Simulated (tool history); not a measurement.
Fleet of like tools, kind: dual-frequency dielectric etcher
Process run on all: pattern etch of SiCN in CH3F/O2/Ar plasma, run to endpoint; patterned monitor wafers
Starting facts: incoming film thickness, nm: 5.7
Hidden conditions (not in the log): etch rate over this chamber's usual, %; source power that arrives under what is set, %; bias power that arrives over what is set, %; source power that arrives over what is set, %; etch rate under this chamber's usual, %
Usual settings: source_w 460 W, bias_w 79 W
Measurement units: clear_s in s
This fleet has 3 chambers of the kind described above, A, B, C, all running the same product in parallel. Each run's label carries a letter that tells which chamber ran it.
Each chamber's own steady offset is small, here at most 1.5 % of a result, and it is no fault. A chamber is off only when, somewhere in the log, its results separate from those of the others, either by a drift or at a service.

| run | hour | source_w | bias_w | hours since the last wet clean | hours since the last source power generator calibration | hours since the last bias power generator calibration | clear_s |
|---|---|---|---|---|---|---|---|
| 1B | 10.9 | 460 | 79 | 320.2 | 1495.1 | 1907.3 | 14.074 |
| 2C | 23.2 | 460 | 79 | 379.8 | 694.3 | 1592.5 | 14.122 |
| 3A | 35.8 | 460 | 79 | 108.8 | 574.7 | 744.6 | 13.952 |
| 4A | 46.3 | 460 | 79 | 119.3 | 585.2 | 755.1 | 13.949 |
| 5C | 56.3 | 460 | 79 | 412.9 | 727.4 | 1625.6 | 14.1 |
| 6B | 65 | 460 | 79 | 374.3 | 1549.2 | 1961.4 | 14.171 |
| 7B | 78.6 | 460 | 79 | 387.9 | 1562.8 | 1975 | 13.94 |
|  | 78.9 | chamber C: bias power generator calibrated |
| 8A | 90.2 | 460 | 79 | 163.2 | 629.1 | 799 | 13.851 |
| 9C | 97.4 | 460 | 79 | 454 | 768.5 | 18.6 | 14.064 |
| 10A | 104.7 | 460 | 79 | 177.7 | 643.6 | 813.5 | 13.904 |
| 11C | 117.7 | 460 | 79 | 474.3 | 788.8 | 38.9 | 14.25 |
| 12B | 127.7 | 460 | 79 | 437 | 1611.9 | 2024.1 | 14.098 |
| 13A | 140 | 460 | 79 | 213 | 678.9 | 848.8 | 13.969 |
| 14B | 148.4 | 570 | 67 | 457.7 | 1632.6 | 2044.8 | 13.598 |
| 15C | 162.1 | 570 | 67 | 518.7 | 833.2 | 83.3 | 13.583 |
| 16C | 168.9 | 570 | 67 | 525.5 | 840 | 90.1 | 13.74 |
| 17A | 180.4 | 460 | 79 | 253.4 | 719.3 | 889.2 | 13.818 |
| 18B | 189.5 | 460 | 79 | 498.8 | 1673.7 | 2085.9 | 14.157 |
| 19A | 203.3 | 420 | 66 | 276.3 | 742.2 | 912.1 | 15.386 |
| 20C | 212 | 420 | 66 | 568.6 | 883.1 | 133.2 | 15.454 |
| 21B | 223.7 | 420 | 66 | 533 | 1707.9 | 2120.1 | 15.464 |
| 22A | 235.4 | 460 | 79 | 308.4 | 774.3 | 944.2 | 13.911 |
|  | 242.5 | chamber C: wet clean of the chamber |
| 23C | 243.1 | 460 | 79 | 0.7 | 914.2 | 164.3 | 14.602 |
| 24B | 249.7 | 460 | 79 | 559 | 1733.9 | 2146.1 | 14.05 |
| 25C | 260 | 460 | 79 | 17.6 | 931.1 | 181.2 | 14.697 |
| 26B | 270 | 410 | 79 | 579.3 | 1754.2 | 2166.4 | 14.68 |
|  | 275.5 | chamber B: wet clean of the chamber |
| 27A | 283.1 | 410 | 79 | 356.1 | 822 | 991.9 | 14.418 |
| 28C | 296 | 410 | 79 | 53.6 | 967.1 | 217.2 | 15.388 |
| 29B | 307.4 | 460 | 79 | 31.9 | 1791.6 | 2203.8 | 14.16 |
| 30A | 319.8 | 460 | 79 | 392.8 | 858.7 | 1028.6 | 13.84 |
| 31B | 332.2 | 460 | 79 | 56.7 | 1816.4 | 2228.6 | 13.934 |
|  | 333.4 | chamber A: wet clean of the chamber |
| 32A | 341.9 | 460 | 79 | 8.5 | 880.8 | 1050.7 | 13.945 |
| 33C | 347.9 | 460 | 79 | 105.5 | 1019 | 269.1 | 14.663 |
| 34A | 355.2 | 460 | 79 | 21.8 | 894.1 | 1064 | 14.026 |
| 35C | 367.2 | 460 | 79 | 124.8 | 1038.3 | 288.4 | 14.76 |
| 36B | 373.5 | 460 | 79 | 98 | 1857.7 | 2269.9 | 14.056 |
| 37C | 380.7 | 460 | 79 | 138.3 | 1051.8 | 301.9 | 14.863 |
| 38A | 392.5 | 460 | 79 | 59.1 | 931.4 | 1101.3 | 14.045 |

Predict what each chamber gives when all 3 of them run the settings below next.
| 39A | 402.5 | 460 | 79 |  |  |  | ? |
| 39B | 402.5 | 460 | 79 |  |  |  | ? |
| 39C | 402.5 | 460 | 79 |  |  |  | ? |

| run | clear_s |
|---|---|
| 39A | 14.051 |
| 39B | 14.028 |
| 39C | 14.678 |
